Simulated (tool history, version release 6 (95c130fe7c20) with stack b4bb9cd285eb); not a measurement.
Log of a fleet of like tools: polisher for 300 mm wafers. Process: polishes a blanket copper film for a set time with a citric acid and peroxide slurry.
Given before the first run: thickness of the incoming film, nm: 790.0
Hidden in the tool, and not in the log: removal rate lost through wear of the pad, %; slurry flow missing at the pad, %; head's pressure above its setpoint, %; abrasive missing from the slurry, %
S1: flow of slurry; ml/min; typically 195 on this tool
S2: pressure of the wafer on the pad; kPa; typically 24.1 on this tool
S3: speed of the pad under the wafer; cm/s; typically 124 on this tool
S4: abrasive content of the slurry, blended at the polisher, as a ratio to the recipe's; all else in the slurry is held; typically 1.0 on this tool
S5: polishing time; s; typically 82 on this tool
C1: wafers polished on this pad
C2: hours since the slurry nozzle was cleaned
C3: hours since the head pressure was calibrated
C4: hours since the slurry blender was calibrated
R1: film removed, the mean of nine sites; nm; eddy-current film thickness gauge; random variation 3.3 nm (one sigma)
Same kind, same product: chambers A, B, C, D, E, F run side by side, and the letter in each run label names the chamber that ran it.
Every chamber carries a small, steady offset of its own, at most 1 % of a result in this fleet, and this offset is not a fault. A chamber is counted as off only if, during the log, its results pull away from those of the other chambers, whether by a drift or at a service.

run   hour   S1    S2   S3   S4  S5    C1     C2      C3     C4      R1
       4.9  -- chamber C: worn pad replaced by a new one
 1E    9.0  195  24.1  124  1.0  82   777  333.9   688.9   92.9  260.19
      14.4  -- chamber B: worn pad replaced by a new one
 2D   19.0  195  24.1  124  1.0  82   266  452.2   553.3  151.0  261.92
      22.0  -- chamber B: slurry nozzle cleaned
 3A   27.0  195  24.1  124  1.0  82   635  190.0    60.2  151.2  258.22
      35.4  -- chamber E: slurry blender recalibrated
      35.8  -- chamber A: slurry blender recalibrated
 4F   39.0  195  24.1  124  1.0  82   900  328.6   606.5  111.9  258.94
      41.9  -- chamber F: slurry blender recalibrated
 5B   48.2  195  24.1  124  1.0  82   361   26.2   428.5  151.1  256.89
      52.8  -- chamber E: worn pad replaced by a new one
      54.6  -- chamber C: head pressure recalibrated
      56.7  -- chamber F: worn pad replaced by a new one
 6C   61.7  195  24.1  124  1.0  82   608  197.0     7.2  380.4  261.25
      62.9  -- chamber A: worn pad replaced by a new one
 7B   68.6  195  24.1  124  1.0  82   580   46.6   448.9  171.5  256.23
 8D   82.6  195  24.1  124  1.0  82   946  515.8   616.9  214.6  263.36
      89.5  -- chamber D: worn pad replaced by a new one
 9E   90.9  195  24.1  124  1.0  82   408  415.8   770.8   55.6  260.01
      95.6  -- chamber F: head pressure recalibrated
10C   99.2  195  24.1  124  1.0  82  1009  234.5    44.7  417.9  260.49
11A  107.0  195  24.1  124  1.0  82   472  270.0   140.2   71.3  267.46
     107.6  -- chamber C: worn pad replaced by a new one
     110.9  -- chamber B: worn pad replaced by a new one
     113.2  -- chamber F: slurry nozzle cleaned
12F  120.8  195  24.1  124  1.0  82   686    7.7    25.3   79.0  256.84
     121.9  -- chamber B: head pressure recalibrated
     126.6  -- chamber B: slurry blender recalibrated
     130.3  -- chamber A: slurry nozzle cleaned
13E  130.8  195  24.1  124  1.0  82   834  455.7   810.7   95.5  256.14
     133.8  -- chamber F: slurry blender recalibrated
14C  139.1  195  24.1  124  1.0  82   337  274.4    84.6  457.8  259.66
     149.5  -- chamber D: slurry nozzle cleaned
15F  150.1  195  24.1  124  1.0  82   999   37.0    54.6   16.3  259.43
     152.3  -- chamber C: slurry blender recalibrated
     152.3  -- chamber E: slurry blender recalibrated
     154.2  -- chamber A: worn pad replaced by a new one
     160.3  -- chamber E: worn pad replaced by a new one
     163.1  -- chamber F: worn pad replaced by a new one
16B  163.5  195  24.1  124  1.0  82   563  141.5    41.7   36.9  262.56
17A  177.1  195  24.1  124  1.0  82   245   46.9   210.3  141.4  263.33
     184.8  -- chamber A: slurry blender recalibrated
18D  185.3  195  24.1  124  1.0  82  1024   35.8   719.6  317.3  263.15
     186.7  -- chamber D: worn pad replaced by a new one
     189.7  -- chamber D: slurry blender recalibrated
19B  195.5  195  24.1  124  1.0  82   905  173.5    73.7   68.9  260.85
     202.5  -- chamber B: worn pad replaced by a new one
20D  207.5  195  24.1  124  1.0  82   222   58.0   741.8   17.9  265.33
     214.3  -- chamber C: worn pad replaced by a new one
     217.3  -- chamber C: slurry nozzle cleaned
21C  219.0  195  24.1  124  1.0  82    50    1.8   164.5   66.8  263.22
22A  233.0  195  24.1  124  1.0  82   843  102.8   266.2   48.2  263.46
     238.6  -- chamber F: slurry blender recalibrated
23F  242.4  195  24.1  124  1.0  82   848  129.3   146.9    3.9  264.61
     243.6  -- chamber A: worn pad replaced by a new one
24E  250.2  195  24.1  124  0.7  82   962  575.1   930.1   98.0  243.47
25A  259.2  195  24.1  124  0.7  82   167  129.0   292.4   74.4  242.38
26B  266.5  195  24.1  124  0.7  82   684  244.5   144.7  139.9  245.29
     267.5  -- chamber E: worn pad replaced by a new one
     271.8  -- chamber E: slurry blender recalibrated
     272.4  -- chamber F: worn pad replaced by a new one
27E  276.8  195  24.1  124  0.7  82    99  601.7   956.7    5.0  244.26
     277.8  -- chamber D: worn pad replaced by a new one
     286.9  -- chamber B: worn pad replaced by a new one
28C  292.2  195  24.1  124  0.7  82   833   75.0   237.7  140.0  240.67
     298.7  -- chamber C: worn pad replaced by a new one
29F  302.8  195  24.1  124  0.7  82   325  189.7   207.3   64.3  245.28
     307.4  -- chamber A: slurry blender recalibrated
30D  315.5  195  24.1  124  1.0  82   403  166.0   849.8  125.9  266.16
     324.5  -- chamber E: head pressure recalibrated
31F  324.5  130  24.1  124  1.0  60   557  211.4   229.0   86.0  177.30
32C  335.7  130  24.1  124  1.0  60   396  118.5   281.2  183.5  183.79
     338.8  -- chamber A: worn pad replaced by a new one
33D  345.8  130  24.1  124  1.0  60   727  196.3   880.1  156.2  178.83
     348.9  -- chamber B: slurry blender recalibrated
     351.5  -- chamber F: slurry blender recalibrated
34A  357.6  130  24.1  124  1.0  60   201  227.4   390.8   50.3  179.56
     365.1  -- chamber D: worn pad replaced by a new one
     368.3  -- chamber E: slurry blender recalibrated
     368.6  -- chamber F: worn pad replaced by a new one
35B  370.8  130  24.1  124  1.0  60   897  348.8   249.0   21.9  178.27
36E  378.7  130  24.1  124  1.0  60  1189  703.6    54.3   10.4  180.41
     380.4  -- chamber C: worn pad replaced by a new one
     382.9  -- chamber E: worn pad replaced by a new one
     383.9  -- chamber B: slurry nozzle cleaned
     386.7  -- chamber B: worn pad replaced by a new one
     388.2  -- chamber A: head pressure recalibrated
37B  388.2  195  24.1   92  1.0  82    17    4.3   266.4   39.3  196.00
38E  402.7  195  24.1   92  1.0  82   212  727.6    78.3   34.4  194.00
39F  418.0  195  24.1   92  1.0  82   529  304.9   322.5   66.5  195.23
40C  425.1  195  24.1   92  1.0  82   479  207.9   370.6  272.9  197.90
     433.0  -- chamber A: worn pad replaced by a new one
41D  436.5  195  24.1   92  1.0  82   764  287.0   970.8  246.9  197.34
42A  444.1  195  24.1   92  1.0  82   119  313.9    56.0  136.8  197.10
     453.0  -- chamber D: worn pad replaced by a new one
43A  453.9  195  20.0  124  1.0  82   223  323.7    65.8  146.6  217.85
44D  467.8  195  20.0  124  1.0  82   158  318.3  1002.1  278.2  221.98

One chamber off, gauge drift, or nothing amiss beyond the chambers' own small offsets? If it is a chamber, which one, and what is the likeliest cause?

Neither any chamber nor the gauge drifts; the chambers differ only by their own small, steady offsets.
